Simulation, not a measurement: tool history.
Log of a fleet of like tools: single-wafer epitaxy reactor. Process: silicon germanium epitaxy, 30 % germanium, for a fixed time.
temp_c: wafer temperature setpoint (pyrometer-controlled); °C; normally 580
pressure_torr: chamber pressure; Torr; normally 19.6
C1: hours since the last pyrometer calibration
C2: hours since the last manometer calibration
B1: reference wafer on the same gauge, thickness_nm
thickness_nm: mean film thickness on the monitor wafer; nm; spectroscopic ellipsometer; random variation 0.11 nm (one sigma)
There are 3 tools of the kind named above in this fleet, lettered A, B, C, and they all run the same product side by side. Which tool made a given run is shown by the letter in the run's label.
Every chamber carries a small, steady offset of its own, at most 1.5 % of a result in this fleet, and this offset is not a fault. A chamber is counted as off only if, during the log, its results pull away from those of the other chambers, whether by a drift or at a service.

{"run": "1B", "hour": 8.2, "temp_c": 580, "pressure_torr": 19.6, "C1": 796.2, "C2": 1182.1, "B1": 37.797, "thickness_nm": 40.413}
{"run": "2C", "hour": 14.6, "temp_c": 580, "pressure_torr": 19.6, "C1": 883.2, "C2": 1117.8, "B1": 37.784, "thickness_nm": 40.065}
{"run": "3A", "hour": 21.6, "temp_c": 580, "pressure_torr": 19.6, "C1": 803.5, "C2": 426.8, "B1": 37.826, "thickness_nm": 40.657}
{"run": "4C", "hour": 30.6, "temp_c": 580, "pressure_torr": 19.6, "C1": 899.2, "C2": 1133.8, "B1": 37.802, "thickness_nm": 40.184}
{"run": "5A", "hour": 39.8, "temp_c": 594, "pressure_torr": 19.6, "C1": 821.7, "C2": 445, "B1": 37.821, "thickness_nm": 53.437}
{"run": "6B", "hour": 45.8, "temp_c": 594, "pressure_torr": 19.6, "C1": 833.8, "C2": 1219.7, "B1": 37.807, "thickness_nm": 52.493}
{"run": "7C", "hour": 59.0, "temp_c": 594, "pressure_torr": 19.6, "C1": 927.6, "C2": 1162.2, "B1": 37.807, "thickness_nm": 52.205}
{"run": "8A", "hour": 65.5, "temp_c": 593, "pressure_torr": 16.8, "C1": 847.4, "C2": 470.7, "B1": 37.777, "thickness_nm": 49.059}
{"run": "9B", "hour": 77.4, "temp_c": 593, "pressure_torr": 16.8, "C1": 865.4, "C2": 1251.3, "B1": 37.814, "thickness_nm": 48.687}
{"run": "10A", "hour": 89.4, "temp_c": 593, "pressure_torr": 16.8, "C1": 871.3, "C2": 494.6, "B1": 37.803, "thickness_nm": 49.406}
{"run": "11C", "hour": 98.6, "temp_c": 580, "pressure_torr": 19.6, "C1": 967.2, "C2": 1201.8, "B1": 37.798, "thickness_nm": 40.247}
{"run": "12B", "hour": 106.5, "temp_c": 580, "pressure_torr": 19.6, "C1": 894.5, "C2": 1280.4, "B1": 37.796, "thickness_nm": 40.4}
{"run": "13C", "hour": 117.4, "temp_c": 580, "pressure_torr": 19.6, "C1": 986, "C2": 1220.6, "B1": 37.812, "thickness_nm": 40.022}
{"hour": 128.3, "done": "chamber B: pyrometer calibrated"}
{"run": "14B", "hour": 130.9, "temp_c": 580, "pressure_torr": 19.6, "C1": 2.6, "C2": 1304.8, "B1": 37.771, "thickness_nm": 40.617}
{"run": "15A", "hour": 140.5, "temp_c": 580, "pressure_torr": 19.6, "C1": 922.4, "C2": 545.7, "B1": 37.794, "thickness_nm": 41.35}
{"run": "16A", "hour": 153.9, "temp_c": 580, "pressure_torr": 19.6, "C1": 935.8, "C2": 559.1, "B1": 37.814, "thickness_nm": 41.252}
{"run": "17C", "hour": 160.7, "temp_c": 580, "pressure_torr": 19.6, "C1": 1029.3, "C2": 1263.9, "B1": 37.797, "thickness_nm": 40.054}
{"run": "18B", "hour": 169.2, "temp_c": 580, "pressure_torr": 19.6, "C1": 40.9, "C2": 1343.1, "B1": 37.796, "thickness_nm": 40.284}
{"run": "19A", "hour": 177.0, "temp_c": 580, "pressure_torr": 19.6, "C1": 958.9, "C2": 582.2, "B1": 37.793, "thickness_nm": 41.345}
{"run": "20C", "hour": 185.1, "temp_c": 580, "pressure_torr": 19.6, "C1": 1053.7, "C2": 1288.3, "B1": 37.81, "thickness_nm": 40.128}
{"run": "21B", "hour": 193.6, "temp_c": 580, "pressure_torr": 19.6, "C1": 65.3, "C2": 1367.5, "B1": 37.798, "thickness_nm": 40.488}
{"run": "22A", "hour": 199.5, "temp_c": 580, "pressure_torr": 19.6, "C1": 981.4, "C2": 604.7, "B1": 37.793, "thickness_nm": 41.602}
{"run": "23C", "hour": 205.5, "temp_c": 590, "pressure_torr": 19.6, "C1": 1074.1, "C2": 1308.7, "B1": 37.797, "thickness_nm": 48.447}

Has any chamber moved away from the others, gradually or after a service, or does the common gauge drift, or do the chambers differ only by their own small steady offsets? State the chamber and the most likely cause if one applies.

Little by little, chamber A moves away from the other chambers.
Likeliest cause: wafer temperature above the value expected at the setpoint (K) = 1.19.
The log may not separate it from: true pressure above the setpoint (%).

Which of the 4 candidates below, each the usual settings with something changed and its results left as question marks, puts chamber A back in line with what the other chambers give on the usual settings?
To be in line, a result may differ from the other chambers' mean on the usual settings by at most: thickness_nm 0.39 nm
{"run": "24A-1", "hour": 215.3, "temp_c": 580, "pressure_torr": 18, "thickness_nm": "?"}
{"run": "24A-2", "hour": 215.3, "temp_c": 580, "pressure_torr": 21.2, "thickness_nm": "?"}
{"run": "24A-3", "hour": 215.3, "temp_c": 580, "pressure_torr": 20.1, "thickness_nm": "?"}
{"run": "24A-4", "hour": 215.3, "temp_c": 580, "pressure_torr": 19.1, "thickness_nm": "?"}

Other chambers, usual settings, mean: thickness_nm 40.32 nm
run=24A-1 thickness_nm=40.239
run=24A-2 thickness_nm=43.006
run=24A-3 thickness_nm=42.085
run=24A-4 thickness_nm=41.222
The right change is 24A-1: it brings the chamber back within the allowed miss of the others.
